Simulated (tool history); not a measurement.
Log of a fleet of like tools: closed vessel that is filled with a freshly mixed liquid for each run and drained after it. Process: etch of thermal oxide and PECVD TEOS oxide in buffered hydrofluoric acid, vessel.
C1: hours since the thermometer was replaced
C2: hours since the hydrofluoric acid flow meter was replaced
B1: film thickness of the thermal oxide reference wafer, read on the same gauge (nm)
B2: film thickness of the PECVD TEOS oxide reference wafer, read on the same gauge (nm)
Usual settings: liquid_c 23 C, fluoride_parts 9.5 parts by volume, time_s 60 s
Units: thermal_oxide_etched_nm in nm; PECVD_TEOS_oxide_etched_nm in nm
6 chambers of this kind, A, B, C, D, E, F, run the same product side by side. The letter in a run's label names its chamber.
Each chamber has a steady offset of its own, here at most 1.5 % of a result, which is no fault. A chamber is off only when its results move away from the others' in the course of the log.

{"run": "1B", "hour": 6.0, "liquid_c": 23, "fluoride_parts": 9.5, "time_s": 60, "C1": 148.8, "C2": 1230.4, "B1": 89.987, "B2": 29.984, "thermal_oxide_etched_nm": 68.516, "PECVD_TEOS_oxide_etched_nm": 131.55}
{"run": "2F", "hour": 13.1, "liquid_c": 23, "fluoride_parts": 9.5, "time_s": 60, "C1": 520.2, "C2": 1512.6, "B1": 89.976, "B2": 30.012, "thermal_oxide_etched_nm": 69.673, "PECVD_TEOS_oxide_etched_nm": 132.19}
{"run": "3D", "hour": 20.4, "liquid_c": 23, "fluoride_parts": 9.5, "time_s": 60, "C1": 837.1, "C2": 701.4, "B1": 90.02, "B2": 30.023, "thermal_oxide_etched_nm": 69.821, "PECVD_TEOS_oxide_etched_nm": 131.51}
{"run": "4C", "hour": 29.8, "liquid_c": 23, "fluoride_parts": 9.5, "time_s": 60, "C1": 612, "C2": 2035.9, "B1": 90.012, "B2": 30.019, "thermal_oxide_etched_nm": 69.672, "PECVD_TEOS_oxide_etched_nm": 132.72}
{"run": "5E", "hour": 37.7, "liquid_c": 23, "fluoride_parts": 9.5, "time_s": 60, "C1": 770.1, "C2": 512.6, "B1": 89.994, "B2": 30.006, "thermal_oxide_etched_nm": 69.294, "PECVD_TEOS_oxide_etched_nm": 132.77}
{"hour": 41.6, "done": "chamber C: hydrofluoric acid flow meter replaced"}
{"run": "6A", "hour": 47.8, "liquid_c": 23, "fluoride_parts": 9.5, "time_s": 60, "C1": 2322.6, "C2": 81.7, "B1": 90.006, "B2": 29.989, "thermal_oxide_etched_nm": 69.206, "PECVD_TEOS_oxide_etched_nm": 131.25}
{"run": "7D", "hour": 59.9, "liquid_c": 23, "fluoride_parts": 9.5, "time_s": 60, "C1": 876.6, "C2": 740.9, "B1": 89.995, "B2": 29.965, "thermal_oxide_etched_nm": 69.636, "PECVD_TEOS_oxide_etched_nm": 130.97}
{"run": "8A", "hour": 68.8, "liquid_c": 23, "fluoride_parts": 9.5, "time_s": 60, "C1": 2343.6, "C2": 102.7, "B1": 89.988, "B2": 30.021, "thermal_oxide_etched_nm": 69.782, "PECVD_TEOS_oxide_etched_nm": 131.32}
{"run": "9E", "hour": 80.2, "liquid_c": 23, "fluoride_parts": 9.5, "time_s": 60, "C1": 812.6, "C2": 555.1, "B1": 90.006, "B2": 30.01, "thermal_oxide_etched_nm": 69.65, "PECVD_TEOS_oxide_etched_nm": 132.74}
{"run": "10C", "hour": 89.3, "liquid_c": 27, "fluoride_parts": 10.5, "time_s": 60, "C1": 671.5, "C2": 47.7, "B1": 89.997, "B2": 30.021, "thermal_oxide_etched_nm": 79.783, "PECVD_TEOS_oxide_etched_nm": 150.9}
{"run": "11B", "hour": 100.5, "liquid_c": 27, "fluoride_parts": 10.5, "time_s": 60, "C1": 243.3, "C2": 1324.9, "B1": 89.997, "B2": 30.042, "thermal_oxide_etched_nm": 79.619, "PECVD_TEOS_oxide_etched_nm": 151.51}
{"run": "12F", "hour": 108.1, "liquid_c": 27, "fluoride_parts": 10.5, "time_s": 60, "C1": 615.2, "C2": 1607.6, "B1": 90.012, "B2": 30.029, "thermal_oxide_etched_nm": 79.074, "PECVD_TEOS_oxide_etched_nm": 151.54}
{"run": "13E", "hour": 115.1, "liquid_c": 27, "fluoride_parts": 10.5, "time_s": 60, "C1": 847.5, "C2": 590, "B1": 89.996, "B2": 29.991, "thermal_oxide_etched_nm": 79.816, "PECVD_TEOS_oxide_etched_nm": 152.76}
{"run": "14B", "hour": 125.0, "liquid_c": 27, "fluoride_parts": 10.5, "time_s": 60, "C1": 267.8, "C2": 1349.4, "B1": 89.993, "B2": 30.051, "thermal_oxide_etched_nm": 79.952, "PECVD_TEOS_oxide_etched_nm": 151.55}
{"run": "15C", "hour": 134.9, "liquid_c": 27, "fluoride_parts": 10.5, "time_s": 60, "C1": 717.1, "C2": 93.3, "B1": 89.979, "B2": 30.054, "thermal_oxide_etched_nm": 79.948, "PECVD_TEOS_oxide_etched_nm": 151.08}
{"run": "16D", "hour": 145.8, "liquid_c": 23, "fluoride_parts": 9.5, "time_s": 60, "C1": 962.5, "C2": 826.8, "B1": 90.015, "B2": 29.968, "thermal_oxide_etched_nm": 70.476, "PECVD_TEOS_oxide_etched_nm": 131.82}
{"hour": 148.0, "done": "chamber E: thermometer replaced"}
{"run": "17A", "hour": 156.7, "liquid_c": 23, "fluoride_parts": 9.5, "time_s": 60, "C1": 2431.5, "C2": 190.6, "B1": 89.995, "B2": 30.046, "thermal_oxide_etched_nm": 69.253, "PECVD_TEOS_oxide_etched_nm": 131.7}
{"run": "18F", "hour": 168.4, "liquid_c": 19, "fluoride_parts": 5.5, "time_s": 60, "C1": 675.5, "C2": 1667.9, "B1": 90.005, "B2": 30.003, "thermal_oxide_etched_nm": 92.944, "PECVD_TEOS_oxide_etched_nm": 178.32}
{"run": "19F", "hour": 180.7, "liquid_c": 19, "fluoride_parts": 5.5, "time_s": 60, "C1": 687.8, "C2": 1680.2, "B1": 90.027, "B2": 30.025, "thermal_oxide_etched_nm": 92.655, "PECVD_TEOS_oxide_etched_nm": 178.01}
{"run": "20D", "hour": 187.1, "liquid_c": 19, "fluoride_parts": 5.5, "time_s": 60, "C1": 1003.8, "C2": 868.1, "B1": 90.019, "B2": 30.034, "thermal_oxide_etched_nm": 92.297, "PECVD_TEOS_oxide_etched_nm": 173.94}
{"run": "21E", "hour": 192.8, "liquid_c": 19, "fluoride_parts": 5.5, "time_s": 60, "C1": 44.8, "C2": 667.7, "B1": 90.041, "B2": 30.003, "thermal_oxide_etched_nm": 93.038, "PECVD_TEOS_oxide_etched_nm": 177.12}
{"hour": 199.4, "done": "chamber E: hydrofluoric acid flow meter replaced"}
{"run": "22A", "hour": 203.9, "liquid_c": 19, "fluoride_parts": 5.5, "time_s": 60, "C1": 2478.7, "C2": 237.8, "B1": 89.988, "B2": 30.034, "thermal_oxide_etched_nm": 92.808, "PECVD_TEOS_oxide_etched_nm": 175.72}
{"run": "23B", "hour": 214.7, "liquid_c": 19, "fluoride_parts": 5.5, "time_s": 60, "C1": 357.5, "C2": 1439.1, "B1": 90.046, "B2": 30.014, "thermal_oxide_etched_nm": 93.912, "PECVD_TEOS_oxide_etched_nm": 177.65}
{"run": "24C", "hour": 222.2, "liquid_c": 23, "fluoride_parts": 9.5, "time_s": 60, "C1": 804.4, "C2": 180.6, "B1": 89.986, "B2": 29.979, "thermal_oxide_etched_nm": 69.966, "PECVD_TEOS_oxide_etched_nm": 132.11}
{"run": "25F", "hour": 228.4, "liquid_c": 23, "fluoride_parts": 9.5, "time_s": 60, "C1": 735.5, "C2": 1727.9, "B1": 90.016, "B2": 29.995, "thermal_oxide_etched_nm": 69.838, "PECVD_TEOS_oxide_etched_nm": 132.3}
{"run": "26D", "hour": 233.9, "liquid_c": 23, "fluoride_parts": 9.5, "time_s": 60, "C1": 1050.6, "C2": 914.9, "B1": 90.02, "B2": 30.006, "thermal_oxide_etched_nm": 70.019, "PECVD_TEOS_oxide_etched_nm": 130.77}
{"run": "27B", "hour": 244.7, "liquid_c": 23, "fluoride_parts": 9.5, "time_s": 60, "C1": 387.5, "C2": 1469.1, "B1": 90.015, "B2": 29.971, "thermal_oxide_etched_nm": 69.834, "PECVD_TEOS_oxide_etched_nm": 131.47}
{"hour": 251.4, "done": "chamber D: thermometer replaced"}
{"run": "28E", "hour": 251.9, "liquid_c": 23, "fluoride_parts": 9.5, "time_s": 60, "C1": 103.9, "C2": 52.6, "B1": 89.99, "B2": 29.991, "thermal_oxide_etched_nm": 69.505, "PECVD_TEOS_oxide_etched_nm": 133.4}
{"run": "29A", "hour": 261.4, "liquid_c": 23, "fluoride_parts": 9.5, "time_s": 60, "C1": 2536.2, "C2": 295.3, "B1": 89.987, "B2": 30.039, "thermal_oxide_etched_nm": 70.19, "PECVD_TEOS_oxide_etched_nm": 131.94}
{"run": "30C", "hour": 273.6, "liquid_c": 23, "fluoride_parts": 9.5, "time_s": 60, "C1": 855.8, "C2": 232, "B1": 90.005, "B2": 30.001, "thermal_oxide_etched_nm": 69.889, "PECVD_TEOS_oxide_etched_nm": 131.81}
{"run": "31F", "hour": 285.9, "liquid_c": 18, "fluoride_parts": 13.5, "time_s": 60, "C1": 793, "C2": 1785.4, "B1": 90.006, "B2": 30.028, "thermal_oxide_etched_nm": 37.941, "PECVD_TEOS_oxide_etched_nm": 72.814}
{"run": "32A", "hour": 297.8, "liquid_c": 18, "fluoride_parts": 13.5, "time_s": 60, "C1": 2572.6, "C2": 331.7, "B1": 90.005, "B2": 30.014, "thermal_oxide_etched_nm": 37.833, "PECVD_TEOS_oxide_etched_nm": 71.371}
{"run": "33C", "hour": 308.4, "liquid_c": 18, "fluoride_parts": 13.5, "time_s": 60, "C1": 890.6, "C2": 266.8, "B1": 90.002, "B2": 30.002, "thermal_oxide_etched_nm": 37.848, "PECVD_TEOS_oxide_etched_nm": 71.679}
{"run": "34E", "hour": 315.4, "liquid_c": 18, "fluoride_parts": 13.5, "time_s": 60, "C1": 167.4, "C2": 116.1, "B1": 90.028, "B2": 30.012, "thermal_oxide_etched_nm": 37.877, "PECVD_TEOS_oxide_etched_nm": 72.35}
{"run": "35B", "hour": 325.6, "liquid_c": 18, "fluoride_parts": 13.5, "time_s": 60, "C1": 468.4, "C2": 1550, "B1": 89.995, "B2": 29.981, "thermal_oxide_etched_nm": 37.792, "PECVD_TEOS_oxide_etched_nm": 71.511}
{"run": "36D", "hour": 337.2, "liquid_c": 18, "fluoride_parts": 13.5, "time_s": 60, "C1": 85.8, "C2": 1018.2, "B1": 90.003, "B2": 29.981, "thermal_oxide_etched_nm": 38.253, "PECVD_TEOS_oxide_etched_nm": 72.544}

All 6 chambers run these settings next. Forecast each chamber's results:
{"run": "37A", "hour": 346.2, "liquid_c": 18.5, "fluoride_parts": 9.5, "time_s": 60, "thermal_oxide_etched_nm": "?", "PECVD_TEOS_oxide_etched_nm": "?"}
{"run": "37B", "hour": 346.2, "liquid_c": 18.5, "fluoride_parts": 9.5, "time_s": 60, "thermal_oxide_etched_nm": "?", "PECVD_TEOS_oxide_etched_nm": "?"}
{"run": "37C", "hour": 346.2, "liquid_c": 18.5, "fluoride_parts": 9.5, "time_s": 60, "thermal_oxide_etched_nm": "?", "PECVD_TEOS_oxide_etched_nm": "?"}
{"run": "37D", "hour": 346.2, "liquid_c": 18.5, "fluoride_parts": 9.5, "time_s": 60, "thermal_oxide_etched_nm": "?", "PECVD_TEOS_oxide_etched_nm": "?"}
{"run": "37E", "hour": 346.2, "liquid_c": 18.5, "fluoride_parts": 9.5, "time_s": 60, "thermal_oxide_etched_nm": "?", "PECVD_TEOS_oxide_etched_nm": "?"}
{"run": "37F", "hour": 346.2, "liquid_c": 18.5, "fluoride_parts": 9.5, "time_s": 60, "thermal_oxide_etched_nm": "?", "PECVD_TEOS_oxide_etched_nm": "?"}

run=37A thermal_oxide_etched_nm=53.935 PECVD_TEOS_oxide_etched_nm=101.97
run=37B thermal_oxide_etched_nm=53.455 PECVD_TEOS_oxide_etched_nm=102.35
run=37C thermal_oxide_etched_nm=53.829 PECVD_TEOS_oxide_etched_nm=102.59
run=37D thermal_oxide_etched_nm=53.581 PECVD_TEOS_oxide_etched_nm=102.04
run=37E thermal_oxide_etched_nm=54.064 PECVD_TEOS_oxide_etched_nm=103
run=37F thermal_oxide_etched_nm=53.557 PECVD_TEOS_oxide_etched_nm=103.1

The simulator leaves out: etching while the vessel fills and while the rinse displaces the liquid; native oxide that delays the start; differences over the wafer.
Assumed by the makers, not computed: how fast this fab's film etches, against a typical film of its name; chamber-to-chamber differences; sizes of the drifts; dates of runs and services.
